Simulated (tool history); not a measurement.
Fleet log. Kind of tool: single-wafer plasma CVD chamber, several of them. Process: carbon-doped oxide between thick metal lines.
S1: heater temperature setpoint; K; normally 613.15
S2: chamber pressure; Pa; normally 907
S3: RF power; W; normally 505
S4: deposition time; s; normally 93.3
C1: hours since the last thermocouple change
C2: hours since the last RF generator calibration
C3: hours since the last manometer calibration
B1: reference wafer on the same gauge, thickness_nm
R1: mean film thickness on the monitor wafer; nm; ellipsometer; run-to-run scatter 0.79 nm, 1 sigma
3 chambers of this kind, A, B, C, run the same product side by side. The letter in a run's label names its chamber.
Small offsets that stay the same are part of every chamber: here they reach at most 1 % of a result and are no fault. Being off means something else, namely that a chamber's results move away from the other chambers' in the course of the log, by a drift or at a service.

{"run": "1C", "hour": 3.4, "S1": 613.15, "S2": 907, "S3": 505, "S4": 93.3, "C1": 934.4, "C2": 441.4, "C3": 243.3, "B1": 469.85, "R1": 506.14}
{"run": "2B", "hour": 6.9, "S1": 613.15, "S2": 907, "S3": 505, "S4": 93.3, "C1": 1132.3, "C2": 580.9, "C3": 2003.2, "B1": 469.99, "R1": 504.56}
{"run": "3A", "hour": 12.2, "S1": 613.15, "S2": 907, "S3": 505, "S4": 93.3, "C1": 824.8, "C2": 1710.7, "C3": 1544.5, "B1": 470.29, "R1": 509.2}
{"run": "4C", "hour": 18.7, "S1": 613.15, "S2": 907, "S3": 505, "S4": 93.3, "C1": 949.7, "C2": 456.7, "C3": 258.6, "B1": 470.4, "R1": 505.49}
{"run": "5B", "hour": 23.1, "S1": 613.15, "S2": 907, "S3": 505, "S4": 93.3, "C1": 1148.5, "C2": 597.1, "C3": 2019.4, "B1": 470.52, "R1": 506.28}
{"run": "6A", "hour": 27.5, "S1": 613.15, "S2": 907, "S3": 505, "S4": 93.3, "C1": 840.1, "C2": 1726.0, "C3": 1559.8, "B1": 470.84, "R1": 509.18}
{"run": "7B", "hour": 33.8, "S1": 613.15, "S2": 907, "S3": 505, "S4": 93.3, "C1": 1159.2, "C2": 607.8, "C3": 2030.1, "B1": 470.9, "R1": 506.1}
{"run": "8C", "hour": 38.5, "S1": 613.15, "S2": 907, "S3": 505, "S4": 93.3, "C1": 969.5, "C2": 476.5, "C3": 278.4, "B1": 471.05, "R1": 505.55}
{"run": "9A", "hour": 41.5, "S1": 613.15, "S2": 907, "S3": 505, "S4": 93.3, "C1": 854.1, "C2": 1740.0, "C3": 1573.8, "B1": 471.08, "R1": 509.73}
{"run": "10C", "hour": 45.9, "S1": 613.15, "S2": 907, "S3": 575, "S4": 86.1, "C1": 976.9, "C2": 483.9, "C3": 285.8, "B1": 471.39, "R1": 504.59}
{"run": "11B", "hour": 50.0, "S1": 613.15, "S2": 907, "S3": 575, "S4": 86.1, "C1": 1175.4, "C2": 624.0, "C3": 2046.3, "B1": 471.36, "R1": 505.76}
{"run": "12A", "hour": 52.8, "S1": 613.15, "S2": 907, "S3": 575, "S4": 86.1, "C1": 865.4, "C2": 1751.3, "C3": 1585.1, "B1": 471.26, "R1": 510.22}
{"run": "13A", "hour": 59.0, "S1": 613.15, "S2": 907, "S3": 505, "S4": 93.3, "C1": 871.6, "C2": 1757.5, "C3": 1591.3, "B1": 471.69, "R1": 510.56}
{"run": "14C", "hour": 63.8, "S1": 613.15, "S2": 907, "S3": 505, "S4": 93.3, "C1": 994.8, "C2": 501.8, "C3": 303.7, "B1": 471.71, "R1": 505.37}
{"run": "15B", "hour": 67.0, "S1": 613.15, "S2": 907, "S3": 505, "S4": 93.3, "C1": 1192.4, "C2": 641.0, "C3": 2063.3, "B1": 471.85, "R1": 506.45}
{"run": "16A", "hour": 72.8, "S1": 613.15, "S2": 907, "S3": 505, "S4": 93.3, "C1": 885.4, "C2": 1771.3, "C3": 1605.1, "B1": 472.09, "R1": 510.12}
{"run": "17B", "hour": 77.8, "S1": 613.15, "S2": 907, "S3": 505, "S4": 93.3, "C1": 1203.2, "C2": 651.8, "C3": 2074.1, "B1": 472.25, "R1": 508.56}
{"run": "18C", "hour": 81.6, "S1": 613.15, "S2": 907, "S3": 505, "S4": 93.3, "C1": 1012.6, "C2": 519.6, "C3": 321.5, "B1": 472.2, "R1": 506.21}
{"run": "19A", "hour": 86.3, "S1": 613.15, "S2": 907, "S3": 505, "S4": 93.3, "C1": 898.9, "C2": 1784.8, "C3": 1618.6, "B1": 472.24, "R1": 511.79}
{"run": "20B", "hour": 92.5, "S1": 613.15, "S2": 907, "S3": 505, "S4": 93.3, "C1": 1217.9, "C2": 666.5, "C3": 2088.8, "B1": 472.67, "R1": 507.89}
{"run": "21C", "hour": 97.5, "S1": 613.15, "S2": 907, "S3": 505, "S4": 93.3, "C1": 1028.5, "C2": 535.5, "C3": 337.4, "B1": 472.67, "R1": 508.34}
{"run": "22A", "hour": 104.0, "S1": 613.15, "S2": 907, "S3": 505, "S4": 93.3, "C1": 916.6, "C2": 1802.5, "C3": 1636.3, "B1": 472.82, "R1": 512.37}

What goes on in this fleet: one chamber off, a drifting gauge, or nothing beyond the chambers' own small offsets? Name the chamber and the cause, if any.

Every chamber seems to shift together because the gauge that measures them all drifts; the chambers themselves are fine.
Most likely cause: gauge reads high (%) = 0.649.

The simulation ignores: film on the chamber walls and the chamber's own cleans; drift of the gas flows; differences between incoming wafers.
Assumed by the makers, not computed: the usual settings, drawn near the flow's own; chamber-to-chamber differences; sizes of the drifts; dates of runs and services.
